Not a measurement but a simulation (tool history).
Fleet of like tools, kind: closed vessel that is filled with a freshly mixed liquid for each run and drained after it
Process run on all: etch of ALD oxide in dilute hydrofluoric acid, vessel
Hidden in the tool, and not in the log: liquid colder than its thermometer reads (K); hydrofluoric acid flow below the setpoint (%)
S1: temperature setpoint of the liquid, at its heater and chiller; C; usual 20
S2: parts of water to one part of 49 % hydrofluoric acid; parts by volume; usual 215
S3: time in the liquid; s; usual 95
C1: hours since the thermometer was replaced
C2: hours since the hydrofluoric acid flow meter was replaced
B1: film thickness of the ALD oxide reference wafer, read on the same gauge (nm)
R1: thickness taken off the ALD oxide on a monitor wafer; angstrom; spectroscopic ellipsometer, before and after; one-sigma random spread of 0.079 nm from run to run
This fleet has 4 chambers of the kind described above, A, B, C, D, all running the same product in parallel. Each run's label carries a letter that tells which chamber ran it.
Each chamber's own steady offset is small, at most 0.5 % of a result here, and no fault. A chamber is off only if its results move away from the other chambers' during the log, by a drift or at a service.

Run 1B, hour 5.2: usual settings; C1 832.5; C2 1360.6; B1 60.022. Result: R1 109.25 angstrom.
Run 2A, hour 8.1: usual settings; C1 294.8; C2 198.3; B1 59.996. Result: R1 108.66 angstrom.
Run 3D, hour 12.9: usual settings; C1 1464; C2 151.5; B1 59.974. Result: R1 110.4 angstrom.
Run 4C, hour 16.1: usual settings; C1 426.8; C2 184.2; B1 60.004. Result: R1 108.43 angstrom.
Run 5B, hour 20.9: usual settings; C1 848.2; C2 1376.3; B1 60.005. Result: R1 109.03 angstrom.
Run 6A, hour 24.8: usual settings but S2 125 parts by volume, S3 45 s; C1 311.5; C2 215; B1 59.947. Result: R1 98.676 angstrom.
Run 7C, hour 27.9: usual settings but S2 125 parts by volume, S3 45 s; C1 438.6; C2 196; B1 59.989. Result: R1 97.227 angstrom.
Run 8D, hour 33.5: usual settings but S2 125 parts by volume, S3 45 s; C1 1484.6; C2 172.1; B1 60.015. Result: R1 96.348 angstrom.
Run 9C, hour 37.5: usual settings but S2 125 parts by volume, S3 45 s; C1 448.2; C2 205.6; B1 59.983. Result: R1 97.197 angstrom.
Run 10D, hour 43.5: usual settings; C1 1494.6; C2 182.1; B1 59.989. Result: R1 108.75 angstrom.
Run 11B, hour 46.8: usual settings but S1 22 C; C1 874.1; C2 1402.2; B1 59.994. Result: R1 116.57 angstrom.
Run 12A, hour 52.9: usual settings but S1 22 C; C1 339.6; C2 243.1; B1 60.017. Result: R1 117.57 angstrom.
Run 13B, hour 58.6: usual settings but S1 22 C; C1 885.9; C2 1414; B1 59.997. Result: R1 114.16 angstrom.
Run 14A, hour 61.6: usual settings but S1 22 C; C1 348.3; C2 251.8; B1 59.98. Result: R1 118.37 angstrom.
Run 15C, hour 65.9: usual settings; C1 476.6; C2 234; B1 60.017. Result: R1 108.44 angstrom.
Run 16D, hour 69.4: usual settings; C1 1520.5; C2 208; B1 60. Result: R1 110.18 angstrom.
Run 17B, hour 72.7: usual settings but S1 18 C; C1 900; C2 1428.1; B1 59.986. Result: R1 97.35 angstrom.
Run 18C, hour 77.3: usual settings but S1 18 C; C1 488; C2 245.4; B1 60.004. Result: R1 101.56 angstrom.
Run 19A, hour 81.8: usual settings but S1 18 C; C1 368.5; C2 272; B1 59.998. Result: R1 101.54 angstrom.
Run 20D, hour 85.4: usual settings but S1 18 C; C1 1536.5; C2 224; B1 60.021. Result: R1 99.645 angstrom.
Run 21C, hour 88.6: usual settings; C1 499.3; C2 256.7; B1 60.009. Result: R1 109.38 angstrom.
Run 22D, hour 94: usual settings; C1 1545.1; C2 232.6; B1 59.996. Result: R1 107.76 angstrom.
Run 23A, hour 99.2: usual settings; C1 385.9; C2 289.4; B1 59.998. Result: R1 109.33 angstrom.
Run 24B, hour 102.3: usual settings; C1 929.6; C2 1457.7; B1 60.022. Result: R1 103.31 angstrom.
Run 25B, hour 107.8: usual settings; C1 935.1; C2 1463.2; B1 59.992. Result: R1 102.81 angstrom.
Run 26A, hour 113.4: usual settings but S1 24 C, S2 310 parts by volume; C1 400.1; C2 303.6; B1 60.002. Result: R1 79.33 angstrom.
Run 27C, hour 118.3: usual settings but S1 24 C, S2 310 parts by volume; C1 529; C2 286.4; B1 60.044. Result: R1 80.458 angstrom.
Run 28D, hour 123.9: usual settings but S1 24 C, S2 310 parts by volume; C1 1575; C2 262.5; B1 60.02. Result: R1 79.138 angstrom.
Run 29D, hour 128.1: usual settings but S1 24 C, S2 310 parts by volume; C1 1579.2; C2 266.7; B1 60.02. Result: R1 79.784 angstrom.
Run 30A, hour 131.2: usual settings but S1 18 C, S3 65 s; C1 417.9; C2 321.4; B1 59.989. Result: R1 70.05 angstrom.
Run 31B, hour 136.6: usual settings but S1 18 C, S3 65 s; C1 963.9; C2 1492; B1 59.996. Result: R1 63.57 angstrom.

Next, every chamber runs the same settings. What will each give?
Run 32A, hour 141: usual settings but S1 24.5 C. Result: R1 ?.
Run 32B, hour 141: usual settings but S1 24.5 C. Result: R1 ?.
Run 32C, hour 141: usual settings but S1 24.5 C. Result: R1 ?.
Run 32D, hour 141: usual settings but S1 24.5 C. Result: R1 ?.

run      R1
32A  128.06
32B  119.37
32C  129.97
32D   130.3

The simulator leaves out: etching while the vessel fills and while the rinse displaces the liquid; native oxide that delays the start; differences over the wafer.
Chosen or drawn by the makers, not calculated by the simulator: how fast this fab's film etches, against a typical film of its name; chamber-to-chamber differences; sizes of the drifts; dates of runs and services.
